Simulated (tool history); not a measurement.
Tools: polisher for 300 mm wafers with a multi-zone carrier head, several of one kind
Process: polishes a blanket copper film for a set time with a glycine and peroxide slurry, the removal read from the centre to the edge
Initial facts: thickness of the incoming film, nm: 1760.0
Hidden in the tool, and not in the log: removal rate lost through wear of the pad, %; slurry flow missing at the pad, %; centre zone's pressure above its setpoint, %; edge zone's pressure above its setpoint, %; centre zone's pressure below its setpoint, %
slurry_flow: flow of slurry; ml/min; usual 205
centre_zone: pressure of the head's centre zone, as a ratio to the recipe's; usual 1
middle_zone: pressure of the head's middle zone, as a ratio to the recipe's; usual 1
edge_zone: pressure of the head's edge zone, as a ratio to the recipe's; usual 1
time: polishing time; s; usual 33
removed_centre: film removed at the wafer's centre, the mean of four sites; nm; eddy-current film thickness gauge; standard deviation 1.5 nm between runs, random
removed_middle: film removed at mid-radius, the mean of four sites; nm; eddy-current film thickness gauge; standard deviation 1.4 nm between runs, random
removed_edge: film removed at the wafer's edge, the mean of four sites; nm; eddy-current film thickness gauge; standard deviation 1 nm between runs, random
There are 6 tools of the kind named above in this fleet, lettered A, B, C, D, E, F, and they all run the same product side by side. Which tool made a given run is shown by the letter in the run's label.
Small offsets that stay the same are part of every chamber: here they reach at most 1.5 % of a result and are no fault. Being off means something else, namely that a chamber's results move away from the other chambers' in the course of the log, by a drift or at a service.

run   hour  slurry_flow  centre_zone  middle_zone  edge_zone  time  wafers polished on this pad  hours since the slurry nozzle was cleaned  hours since the centre zone pressure was calibrated  hours since the edge zone pressure was calibrated  removed_centre  removed_middle  removed_edge
       2.7  -- chamber F: worn pad replaced by a new one
         5  -- chamber D: centre zone pressure recalibrated
 1A     14          205            1            1          1    33                          388                                      246.4                                                306.8                                              640.9           146.7          144.05        143.35
 2B   21.5          205            1            1          1    33                          856                                      455.7                                                385.9                                             1002.1          146.13          141.55        140.44
        27  -- chamber C: slurry nozzle cleaned
      29.5  -- chamber E: worn pad replaced by a new one
 3D   33.2          205            1            1          1    33                         1669                                       41.5                                                 28.3                                              920.8          142.13          139.77        141.74
      35.4  -- chamber B: edge zone pressure recalibrated
 4C   43.7          205            1            1          1    33                         1609                                       16.8                                                656.5                                              745.1          143.87          144.35        142.73
      52.1  -- chamber D: worn pad replaced by a new one
      56.2  -- chamber C: worn pad replaced by a new one
 5E   57.6          205            1            1          1    33                          550                                      154.7                                                305.6                                              828.2          142.94          142.64        142.13
 6F   64.9          205            1            1          1    33                         1215                                      272.9                                                 94.5                                              892.1          139.84          142.49        141.93
 7A   79.7          205            1            1          1    33                         1671                                      312.1                                                372.5                                              706.6          141.85          141.95         143.2
        83  -- chamber B: worn pad replaced by a new one
      88.5  -- chamber A: worn pad replaced by a new one
 8F   92.6          205            1         1.04       1.07    33                         1756                                      300.6                                                122.2                                              919.8          142.83          144.94         150.1
        97  -- chamber F: worn pad replaced by a new one
      99.3  -- chamber B: slurry nozzle cleaned
 9D    105          205            1         1.04       1.07    33                         1034                                      113.3                                                100.1                                              992.6          145.27          149.53        147.67
10C  116.7          205            1         1.04       1.07    33                         1183                                       89.8                                                729.5                                              818.1          142.33          150.49        148.34
     118.8  -- chamber E: slurry nozzle cleaned
11B  124.1          205            1         1.04       1.07    33                          804                                       24.9                                                488.5                                               88.8          142.46           147.9        150.07
     128.5  -- chamber E: worn pad replaced by a new one
     134.4  -- chamber D: worn pad replaced by a new one
12E  139.2          205            1         1.04       1.07    33                          209                                       20.5                                                387.2                                              909.8          143.63          149.77        146.57
     147.5  -- chamber E: edge zone pressure recalibrated
     149.2  -- chamber F: edge zone pressure recalibrated
13E  149.5          205            1         1.04       1.07    33                          411                                       30.8                                                397.5                                                  2          139.66           148.3        148.06
     157.2  -- chamber C: worn pad replaced by a new one
14F  161.9          205            1            1          1    33                         1268                                      369.9                                                191.5                                               12.7           141.6          143.98        142.43
     170.3  -- chamber A: worn pad replaced by a new one
15A  171.3          205            1            1          1    33                           19                                      403.7                                                464.1                                              798.2          141.21          143.32        141.85
     179.2  -- chamber B: worn pad replaced by a new one
16B  181.9          205            1            1          1    33                           53                                       82.7                                                546.3                                              146.6          142.45           148.5        143.67
17D  195.9          205            1            1          1    33                         1202                                      204.2                                                  191                                             1083.5          142.65          140.99        141.89
     204.1  -- chamber F: worn pad replaced by a new one
18C  208.7          205            1            1       1.09    33                         1007                                      181.8                                                821.5                                              910.1          142.62          139.62        149.26
     215.5  -- chamber A: edge zone pressure recalibrated
       216  -- chamber E: worn pad replaced by a new one
19D  216.8          205            1            1       1.09    33                         1610                                      225.1                                                211.9                                             1104.4          142.94          141.44        147.42
     220.9  -- chamber D: worn pad replaced by a new one
20F  226.9          205            1            1       1.09    33                          446                                      434.9                                                256.5                                               77.7           142.4          144.53        147.96
21A  236.9          205            1            1       1.09    33                         1301                                      469.3                                                529.7                                               21.5          143.68          143.55        148.48
22C  250.8          205            1            1       1.09    33                         1829                                      223.9                                                863.6                                              952.2          141.48           141.6        148.73
     252.9  -- chamber C: worn pad replaced by a new one
     258.7  -- chamber A: worn pad replaced by a new one
23E  262.2          205            1            1       1.09    33                          904                                      143.5                                                510.2                                              114.7          141.29          144.85        149.27
     270.8  -- chamber B: worn pad replaced by a new one
24B  274.2          205            1            1       0.91    22                           67                                        175                                                638.6                                              238.9          96.433          96.273        90.367
25E  289.5          205            1            1       0.91    22                         1437                                      170.8                                                537.5                                                142          95.836          95.268        90.418
     296.8  -- chamber E: worn pad replaced by a new one
       297  -- chamber F: centre zone pressure recalibrated
26B  304.6          205            1            1       0.91    22                          661                                      205.4                                                  669                                              269.3          96.653           97.36        90.311
     309.4  -- chamber D: worn pad replaced by a new one
     310.6  -- chamber F: worn pad replaced by a new one
27A  314.8          205            1            1       0.91    22                         1095                                      547.2                                                607.6                                               99.4          96.241          93.692        90.948
     318.9  -- chamber C: centre zone pressure recalibrated
28F  329.6          205            1            1       0.91    22                          371                                      537.6                                                 32.6                                              180.4          94.621          94.876        91.755
29C  338.2          205            1            1       0.91    22                         1667                                      311.3                                                 19.4                                             1039.6          93.781           94.68        91.417
     339.5  -- chamber E: slurry nozzle cleaned
30D  350.9          205            1            1          1    33                          811                                      359.2                                                  346                                             1238.5          142.31          141.67        141.94
     354.9  -- chamber C: worn pad replaced by a new one
31C  363.6          205            1            1          1    33                          170                                      336.7                                                 44.8                                               1065           142.8          142.97         141.6
     363.9  -- chamber A: worn pad replaced by a new one
       367  -- chamber B: worn pad replaced by a new one
32D  376.4          205            1            1          1    33                         1309                                      384.7                                                371.5                                               1264          141.15          142.07        141.84
33E  387.3          205            1            1          1    33                         1768                                       47.9                                                635.3                                              239.8          145.78          145.72        143.25
     388.5  -- chamber C: slurry nozzle cleaned
     397.2  -- chamber E: worn pad replaced by a new one
34F  397.3          205            1            1          1    33                         1694                                      605.3                                                100.3                                              248.1          140.13           144.4        144.53
     402.2  -- chamber F: worn pad replaced by a new one
35B    407          205            1            1          1    33                          781                                      307.8                                                771.4                                              371.7           145.2          142.88        143.19
36A  421.1          205            1            1          1    33                         1118                                      653.5                                                713.9                                              205.7          142.41           141.6        142.18
37A  435.9          205            1            1          1    33                         1407                                      668.3                                                728.7                                              220.5          140.64           142.8           143
     448.4  -- chamber C: worn pad replaced by a new one
38C  450.4          205            1            1          1    33                           39                                       61.9                                                131.6                                             1151.8          143.29           143.9        141.87
39E  457.1          205            1            1          1    33                         1170                                      117.7                                                705.1                                              309.6          141.37          144.58        140.77
40F  469.2          205            1            1          1    33                         1308                                      677.2                                                172.2                                                320          138.77          142.22        142.63

Does one chamber stand apart from the rest, does the shared gauge drift, or is all well apart from small per-chamber offsets? Give the chamber and the most likely cause, where there is one.

The fleet is healthy, with each chamber sitting at its usual small offset and no drift in the gauge.

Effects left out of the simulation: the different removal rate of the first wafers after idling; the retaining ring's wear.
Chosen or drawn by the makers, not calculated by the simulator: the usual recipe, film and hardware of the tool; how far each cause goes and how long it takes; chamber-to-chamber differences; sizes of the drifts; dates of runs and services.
